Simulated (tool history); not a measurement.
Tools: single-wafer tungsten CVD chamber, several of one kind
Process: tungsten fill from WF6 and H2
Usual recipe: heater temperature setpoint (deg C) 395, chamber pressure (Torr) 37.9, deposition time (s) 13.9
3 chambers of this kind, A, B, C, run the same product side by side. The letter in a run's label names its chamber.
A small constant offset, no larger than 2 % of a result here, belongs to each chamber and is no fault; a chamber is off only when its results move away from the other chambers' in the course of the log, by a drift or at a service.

run,hour,heater temperature setpoint (deg C),chamber pressure (Torr),deposition time (s),"read-back reference wafer on the same gauge, thickness_nm",mean film thickness on the monitor wafer (Å)
1B,7.4,395,37.9,13.9,42.774,410.6
2A,17.6,395,37.9,13.9,42.812,401.26
3C,25.5,395,37.9,13.9,42.779,409.08
4C,33.2,395,37.9,13.9,42.804,412.74
5B,39.8,395,37.9,13.9,42.834,408.93
6A,47,395,37.9,13.9,42.799,403
7C,52.2,395,37.9,13.9,42.816,412.07
8B,62,385,37.9,12.1,42.773,293.79
9A,71.7,385,37.9,12.1,42.763,288.8
10B,79.3,385,37.9,12.1,42.787,295.43
11A,90.2,395,43.6,13.9,42.837,431.08
12C,97.7,395,43.6,13.9,42.757,442.34
13B,106.8,395,43.6,13.9,42.807,438.96
14C,117.2,395,37.9,13.9,42.801,409.27
15A,127.1,395,37.9,13.9,42.817,402.69
16A,138.4,395,37.9,13.9,42.812,404.97
17C,150,395,37.9,13.9,42.749,415.1
18B,159.5,395,37.9,13.9,42.787,417.45
19A,165.6,395,37.9,13.9,42.842,403.81
20B,174.7,395,37.9,13.9,42.83,418.38
21C,186.4,395,37.9,13.9,42.787,409.5
22C,191.7,395,37.9,13.9,42.88,412.42
23B,202.7,395,37.9,13.9,42.781,417.72
24A,211.8,395,37.9,12.1,42.775,350.41
25A,222.9,395,37.9,12.1,42.74,351.13
26B,230.5,395,37.9,12.1,42.73,369.49
27C,237.6,395,43.9,13.9,42.795,442.88

Next, every chamber runs the same settings. What will each give?
28A,246.2,395,37.9,13.9,,?
28B,246.2,395,37.9,13.9,,?
28C,246.2,395,37.9,13.9,,?

run,mean film thickness on the monitor wafer (Å)
28A,401.54
28B,424.01
28C,411.37

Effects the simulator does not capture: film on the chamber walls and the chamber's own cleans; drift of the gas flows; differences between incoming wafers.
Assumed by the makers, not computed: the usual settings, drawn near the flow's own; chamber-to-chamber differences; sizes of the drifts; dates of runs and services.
